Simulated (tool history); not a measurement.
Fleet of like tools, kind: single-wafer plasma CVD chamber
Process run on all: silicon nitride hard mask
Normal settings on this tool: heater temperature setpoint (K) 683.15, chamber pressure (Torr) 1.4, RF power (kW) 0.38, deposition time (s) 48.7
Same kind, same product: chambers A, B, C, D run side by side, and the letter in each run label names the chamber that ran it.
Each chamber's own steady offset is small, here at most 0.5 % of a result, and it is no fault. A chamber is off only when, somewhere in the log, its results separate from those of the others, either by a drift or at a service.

run,hour,heater temperature setpoint (K),chamber pressure (Torr),RF power (kW),deposition time (s),hours since the last thermocouple change,hours since the last RF generator calibration,hours since the last manometer calibration,"read-back reference wafer on the same gauge, thickness_nm",mean film thickness on the monitor wafer (angstrom)
1C,3.9,683.15,1.4,0.38,48.7,565.4,1659.8,363.4,60.619,620.37
2D,10.8,683.15,1.4,0.38,48.7,1356,478.4,887.8,60.649,621.54
3A,15,683.15,1.4,0.38,48.7,1250.4,195,453.4,60.655,625.02
4B,21.2,683.15,1.4,0.38,48.7,260.8,760,1283,60.578,621
5C,25.6,683.15,1.4,0.38,48.7,587.1,1681.5,385.1,60.624,624.82
6D,32.7,683.15,1.4,0.38,48.7,1377.9,500.3,909.7,60.591,625.23
7B,39.4,683.15,1.4,0.42,48.7,279,778.2,1301.2,60.592,656.73
8A,46.6,683.15,1.4,0.42,48.7,1282,226.6,485,60.562,666.02
9A,53.5,683.15,1.4,0.42,48.7,1288.9,233.5,491.9,60.677,671.69
10B,56.8,683.15,1.4,0.42,48.7,296.4,795.6,1318.6,60.581,661
11D,60.4,683.15,1.4,0.38,48.7,1405.6,528,937.4,60.573,617.26
12C,63.6,683.15,1.4,0.38,48.7,625.1,1719.5,423.1,60.57,616.8
13B,69.7,683.15,1.4,0.38,48.7,309.3,808.5,1331.5,60.564,615.52
14C,75.4,683.15,1.4,0.33,48.7,636.9,1731.3,434.9,60.596,569.64
15D,80,683.15,1.4,0.33,48.7,1425.2,547.6,957,60.626,569.85
16A,86.7,683.15,1.4,0.33,48.7,1322.1,266.7,525.1,60.682,570.38
17B,90.5,683.15,1.4,0.33,48.7,330.1,829.3,1352.3,60.619,556.83
18D,94.5,683.15,1.4,0.38,48.7,1439.7,562.1,971.5,60.649,624.54
19A,97.9,683.15,1.4,0.38,48.7,1333.3,277.9,536.3,60.557,617.91
20C,101.9,683.15,1.08,0.38,41.6,663.4,1757.8,461.4,60.588,489.37
21A,108.6,683.15,1.08,0.38,41.6,1344,288.6,547,60.597,495.23
22B,115.6,683.15,1.08,0.38,41.6,355.2,854.4,1377.4,60.608,480.49
23D,121.6,683.15,1.08,0.38,41.6,1466.8,589.2,998.6,60.574,488.57
24C,125.8,683.15,1.4,0.38,48.7,687.3,1781.7,485.3,60.546,619.88
25C,132.6,683.15,1.4,0.38,48.7,694.1,1788.5,492.1,60.601,618.63
26A,137,683.15,1.4,0.38,48.7,1372.4,317,575.4,60.646,627.16
27B,141,683.15,1.4,0.38,48.7,380.6,879.8,1402.8,60.541,608.25
28D,147.9,683.15,1.4,0.38,48.7,1493.1,615.5,1024.9,60.591,626.83
29C,152.5,676.15,1.4,0.445,48.7,714,1808.4,512,60.6,685.3
30D,156.3,676.15,1.4,0.445,48.7,1501.5,623.9,1033.3,60.635,685.83
31B,160.2,676.15,1.4,0.445,48.7,399.8,899,1422,60.561,664.56
32A,167,676.15,1.4,0.445,48.7,1402.4,347,605.4,60.608,685.26
33A,170.2,683.15,1.4,0.38,48.7,1405.6,350.2,608.6,60.575,624.3
34B,173.8,683.15,1.4,0.38,48.7,413.4,912.6,1435.6,60.649,603.19
35D,179.5,671.15,1.4,0.38,48.7,1524.7,647.1,1056.5,60.589,626.37

Next, all 4 chambers run the settings below, one line each with question marks for the results. What does each chamber give?
36A,184.9,683.15,1.4,0.38,48.7,,,,,?
36B,184.9,683.15,1.4,0.38,48.7,,,,,?
36C,184.9,683.15,1.4,0.38,48.7,,,,,?
36D,184.9,683.15,1.4,0.38,48.7,,,,,?

run,mean film thickness on the monitor wafer (angstrom)
36A,623.97
36B,604.15
36C,620.04
36D,622.31
